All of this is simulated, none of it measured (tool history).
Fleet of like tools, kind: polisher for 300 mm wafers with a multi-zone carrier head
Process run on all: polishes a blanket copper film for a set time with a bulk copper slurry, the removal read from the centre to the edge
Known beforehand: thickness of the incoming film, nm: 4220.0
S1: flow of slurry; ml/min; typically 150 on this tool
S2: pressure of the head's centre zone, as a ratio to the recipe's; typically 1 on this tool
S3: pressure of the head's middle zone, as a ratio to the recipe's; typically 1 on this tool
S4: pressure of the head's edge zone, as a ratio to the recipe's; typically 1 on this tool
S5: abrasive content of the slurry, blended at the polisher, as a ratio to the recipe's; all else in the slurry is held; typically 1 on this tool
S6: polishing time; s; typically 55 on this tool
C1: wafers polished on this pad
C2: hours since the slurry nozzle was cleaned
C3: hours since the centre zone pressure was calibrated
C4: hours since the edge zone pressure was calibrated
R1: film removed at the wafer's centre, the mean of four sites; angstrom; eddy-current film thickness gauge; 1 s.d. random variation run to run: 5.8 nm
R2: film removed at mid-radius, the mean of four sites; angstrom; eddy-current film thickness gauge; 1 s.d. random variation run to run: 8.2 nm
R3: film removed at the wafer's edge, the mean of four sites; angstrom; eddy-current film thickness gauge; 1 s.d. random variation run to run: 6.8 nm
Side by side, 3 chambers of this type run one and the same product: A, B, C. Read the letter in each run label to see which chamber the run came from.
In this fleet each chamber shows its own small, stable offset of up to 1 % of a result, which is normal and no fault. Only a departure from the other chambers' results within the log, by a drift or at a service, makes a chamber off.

run   hour   S1  S2    S3    S4    S5  S6    C1     C2     C3     C4      R1      R2      R3
 1B    6.2  150   1     1     1     1  55   968  340.9  609.4  285.1  6221.9  6326.9  6305.7
 2C   15.1  150   1     1     1     1  55   425  329.5   16.1  377.2  6191.9  6172.3  6116.7
 3A     22  150   1     1     1     1  55   593   69.2  390.4  251.6  6131.5  6250.3  6318.8
      23.9  -- chamber C: slurry nozzle cleaned
 4A   28.2  150   1     1     1     1  55   633   75.4  396.6  257.8  6203.1  6176.2  6223.7
 5B   33.6  150   1     1     1     1  55  1145  368.3  636.8  312.5  6258.6  6401.1  6130.6
      39.6  -- chamber B: worn pad replaced by a new one
 6C   43.2  150   1     1     1     1  55   606   19.3   44.2  405.3  6275.7  6230.9  6248.4
 7C   50.6  150   1  1.04     1  1.25  55   654   26.7   51.6  412.7  6597.9  6643.3  6462.4
      56.5  -- chamber B: centre zone pressure recalibrated
 8B   59.6  150   1  1.04     1  1.25  55   129  394.3    3.1  338.5    6610    6636  6565.5
 9A   67.4  150   1  1.04     1  1.25  55   886  114.6  435.8    297  6497.7  6659.5    6503
10C   79.1  150   1     1     1     1  55   838   55.2   80.1  441.2  6254.9  6126.8  6172.7
11B   91.6  150   1     1     1     1  55   336  426.3   35.1  370.5  6127.7  6318.7  6324.6
12A  102.3  150   1     1     1     1  55  1112  149.5  470.7  331.9  6127.2  6265.7  6193.4
13C  114.2  150   1     1     1     1  55  1065   90.3  115.2  476.3  6143.7  6202.6    6173
14B  123.9  150   1     1     1     1  55   545  458.6   67.4  402.8  6335.4  6142.3  6230.4
       129  -- chamber A: worn pad replaced by a new one
15A  135.6  150   1     1     1  0.85  55    43  182.8    504  365.2  5967.6  5979.8  5990.9
16B  148.1  150   1     1     1  0.85  55   701  482.8   91.6    427  6011.2    6143  6128.1
17A  158.5  150   1     1     1  0.85  55   191  205.7  526.9  388.1    5977  6065.5  6074.2
18C    170  150   1     1     1     1  55  1426  146.1    171  532.1  6031.8  6088.2    5942
19A    176  150   1     1     1     1  55   304  223.2  544.4  405.6  6149.7  6226.4  6330.2
20C  185.2  150   1     1     1     1  55  1525  161.3  186.2  547.3  5994.9  5980.3  5957.4
21B  194.7  150   1     1     1     1  55  1003  529.4  138.2  473.6    6246    6106  6244.4
     203.4  -- chamber B: worn pad replaced by a new one
22B  205.1  150   1     1     1     1  55    11  539.8  148.6    484  6190.6  6254.9  6280.7
23A    215  150   1     1     1     1  55   556  262.2  583.4  444.6  6100.3  6152.6  6245.4
24C  225.4  150   1     1     1     1  55  1784  201.5  226.4  587.5  5980.6  5845.7  5986.3
25A  232.4  150   1     1     1     1  61   669  279.6  600.8    462  6835.4  6846.3  6969.9
26C  240.8  150   1     1     1     1  61  1884  216.9  241.8  602.9  6604.1  6357.5  6511.8
27B  249.8  150   1     1     1     1  61   300  584.5  193.3  528.7    6985  7040.1  6993.8
28B  259.8  195   1     1  0.95     1  55   365  594.5  203.3  538.7  6618.1    6545    6353
     265.4  -- chamber B: edge zone pressure recalibrated
29C  265.5  195   1     1  0.95     1  55  2044  241.6  266.5  627.6  6276.7  6189.7  5828.5
30A    277  195   1     1  0.95     1  55   957  324.2  645.4  506.6  6499.6  6563.2    6436
31C  288.2  150   1     1     1     1  55  2191  264.3  289.2  650.3  5905.1  5863.2    5797
32A  299.9  150   1     1     1     1  55  1105  347.1  668.3  529.5  6231.3  6144.5  6163.3
33B    308  150   1     1     1     1  55   676  642.7  251.5   42.7  6260.2  6198.7    6267
     312.6  -- chamber C: slurry nozzle cleaned
34C  319.5  150   1     1     1     1  55  2393    6.9  320.5  681.6  5838.1  5723.2  5850.2
35A  329.1  150   1  1.12  1.12     1  55  1294  376.3  697.5  558.7  6213.1    6769  6651.9
36B  336.7  150   1  1.12  1.12     1  55   862  671.4  280.2   71.4  6142.4  6907.9  6720.1

What goes on in this fleet: one chamber off, a drifting gauge, or nothing beyond the chambers' own small offsets? Name the chamber and the cause, if any.

It is chamber C that slowly wanders off from its peers.
Most likely cause: removal rate lost through wear of the pad, % = 7.47.

Below are 4 candidate recipes for chamber C's next run, each the usual settings with a change, their results shown as question marks. Which of them brings C's results back in line with what the other chambers give on the usual settings?
Counts as in line when no further than this from what the other chambers average on the usual settings: R1 200 angstrom; R2 290 angstrom; R3 240 angstrom
37C-1  345.7  150  0.99     1  1.01     1  59                   ?   ?   ?
37C-2  345.7  150  1.01     1  0.99     1  51                   ?   ?   ?
37C-3  345.7  150  1.02  0.99  0.99     1  47                   ?   ?   ?
37C-4  345.7  150  0.98  1.01  1.01  1.05  64                   ?   ?   ?

The mean the other chambers reach with the usual settings: R1 6212.5 angstrom; R2 6223.7 angstrom; R3 6234.9 angstrom
  run      R1      R2      R3
37C-1  6108.5  6169.5  6163.5
37C-2  5398.8  5332.5  5271.8
37C-3  5029.6  4868.8    4859
37C-4  6621.6  6825.7  6755.5
The answer is 37C-1, which returns the chamber to within the allowed miss of the others.
